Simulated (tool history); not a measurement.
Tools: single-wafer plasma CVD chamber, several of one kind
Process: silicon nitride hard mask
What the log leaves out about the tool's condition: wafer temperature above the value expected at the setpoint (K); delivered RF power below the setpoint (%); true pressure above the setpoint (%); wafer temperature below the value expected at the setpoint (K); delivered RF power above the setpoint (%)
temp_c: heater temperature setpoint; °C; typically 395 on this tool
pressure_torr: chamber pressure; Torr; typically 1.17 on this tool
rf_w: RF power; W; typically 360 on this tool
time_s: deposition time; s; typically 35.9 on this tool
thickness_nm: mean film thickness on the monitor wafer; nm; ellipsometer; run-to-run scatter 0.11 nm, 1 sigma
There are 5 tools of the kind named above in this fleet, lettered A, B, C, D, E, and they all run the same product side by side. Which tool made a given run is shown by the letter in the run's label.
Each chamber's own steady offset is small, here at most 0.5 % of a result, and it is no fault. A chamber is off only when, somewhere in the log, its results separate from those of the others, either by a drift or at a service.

| run | hour | temp_c | pressure_torr | rf_w | time_s | hours since the last thermocouple change | hours since the last RF generator calibration | hours since the last manometer calibration | read-back reference wafer on the same gauge, thickness_nm | thickness_nm |
|---|---|---|---|---|---|---|---|---|---|---|
| 1B | 12.0 | 395 | 1.17 | 360 | 35.9 | 1115.2 | 211.9 | 1276.5 | 46.887 | 42.201 |
| 2A | 23.9 | 395 | 1.17 | 360 | 35.9 | 697.8 | 971.4 | 1904.4 | 46.909 | 42.309 |
| 3D | 32.8 | 395 | 1.17 | 360 | 35.9 | 200.0 | 399.4 | 1462.9 | 46.907 | 42.412 |
| 4E | 39.3 | 395 | 1.17 | 360 | 35.9 | 982.8 | 352.0 | 1370.6 | 46.870 | 42.515 |
|  | 42.1 | chamber C: capacitance manometer re-zeroed and calibrated |
| 5C | 52.4 | 405 | 1.17 | 415 | 35.9 | 407.9 | 320.1 | 10.4 | 46.892 | 45.878 |
| 6B | 61.8 | 405 | 1.17 | 415 | 35.9 | 1165.0 | 261.7 | 1326.3 | 46.928 | 45.915 |
| 7D | 68.9 | 405 | 1.17 | 415 | 35.9 | 236.1 | 435.5 | 1499.0 | 46.914 | 46.224 |
| 8C | 81.4 | 405 | 1.17 | 415 | 35.9 | 436.9 | 349.1 | 39.4 | 46.866 | 46.131 |
| 9E | 88.8 | 405 | 1.17 | 415 | 35.9 | 1032.3 | 401.5 | 1420.1 | 46.902 | 46.172 |
| 10A | 101.2 | 395 | 1.17 | 360 | 35.9 | 775.1 | 1048.7 | 1981.7 | 46.914 | 41.929 |
| 11B | 111.0 | 395 | 1.45 | 360 | 33.5 | 1214.2 | 310.9 | 1375.5 | 46.883 | 42.080 |
| 12D | 119.1 | 395 | 1.45 | 360 | 33.5 | 286.3 | 485.7 | 1549.2 | 46.886 | 42.226 |
| 13A | 129.1 | 395 | 1.45 | 360 | 33.5 | 803.0 | 1076.6 | 2009.6 | 46.906 | 41.814 |
| 14E | 139.2 | 395 | 1.45 | 360 | 33.5 | 1082.7 | 451.9 | 1470.5 | 46.898 | 42.345 |
|  | 140.6 | chamber A: capacitance manometer re-zeroed and calibrated |
| 15C | 151.0 | 395 | 1.45 | 360 | 33.5 | 506.5 | 418.7 | 109.0 | 46.896 | 42.608 |
|  | 160.8 | chamber B: thermocouple changed; heater temperature recalibrated |
| 16B | 163.7 | 395 | 1.17 | 360 | 35.9 | 3.0 | 363.6 | 1428.2 | 46.911 | 42.142 |
|  | 173.1 | chamber E: capacitance manometer re-zeroed and calibrated |
| 17C | 174.6 | 395 | 1.17 | 360 | 35.9 | 530.1 | 442.3 | 132.6 | 46.880 | 42.663 |
| 18D | 183.3 | 395 | 1.17 | 360 | 35.9 | 350.5 | 549.9 | 1613.4 | 46.910 | 42.404 |
|  | 188.6 | chamber D: capacitance manometer re-zeroed and calibrated |
| 19A | 191.4 | 395 | 1.17 | 360 | 35.9 | 865.3 | 1138.9 | 50.9 | 46.873 | 41.551 |
| 20E | 202.0 | 395 | 1.17 | 360 | 35.9 | 1145.5 | 514.7 | 29.0 | 46.917 | 42.405 |
| 21C | 210.8 | 395 | 1.17 | 360 | 35.9 | 566.3 | 478.5 | 168.8 | 46.886 | 42.426 |
| 22D | 219.2 | 395 | 1.17 | 360 | 35.9 | 386.4 | 585.8 | 30.6 | 46.876 | 42.270 |
| 23A | 230.3 | 395 | 1.17 | 360 | 35.9 | 904.2 | 1177.8 | 89.8 | 46.908 | 41.544 |
| 24B | 242.7 | 395 | 1.17 | 360 | 35.9 | 82.0 | 442.6 | 1507.2 | 46.877 | 42.260 |
| 25E | 250.7 | 395 | 1.17 | 360 | 35.9 | 1194.2 | 563.4 | 77.7 | 46.919 | 42.369 |
| 26E | 258.2 | 405 | 1.17 | 360 | 35.9 | 1201.7 | 570.9 | 85.2 | 46.937 | 42.285 |
| 27A | 270.1 | 405 | 1.17 | 360 | 35.9 | 944.0 | 1217.6 | 129.6 | 46.912 | 41.169 |
| 28C | 281.0 | 405 | 1.17 | 360 | 35.9 | 636.5 | 548.7 | 239.0 | 46.877 | 42.430 |
| 29B | 290.8 | 405 | 1.17 | 360 | 35.9 | 130.1 | 490.7 | 1555.3 | 46.890 | 41.947 |
| 30D | 304.7 | 405 | 1.17 | 360 | 35.9 | 471.9 | 671.3 | 116.1 | 46.905 | 42.250 |

All chambers now run identical settings, listed one chamber a line with results as question marks. What results will each chamber show?
| 31A | 314.8 | 387 | 1.17 | 360 | 35.9 |  |  |  |  | ? |
| 31B | 314.8 | 387 | 1.17 | 360 | 35.9 |  |  |  |  | ? |
| 31C | 314.8 | 387 | 1.17 | 360 | 35.9 |  |  |  |  | ? |
| 31D | 314.8 | 387 | 1.17 | 360 | 35.9 |  |  |  |  | ? |
| 31E | 314.8 | 387 | 1.17 | 360 | 35.9 |  |  |  |  | ? |

| run | thickness_nm |
|---|---|
| 31A | 41.429 |
| 31B | 42.389 |
| 31C | 42.787 |
| 31D | 42.494 |
| 31E | 42.678 |
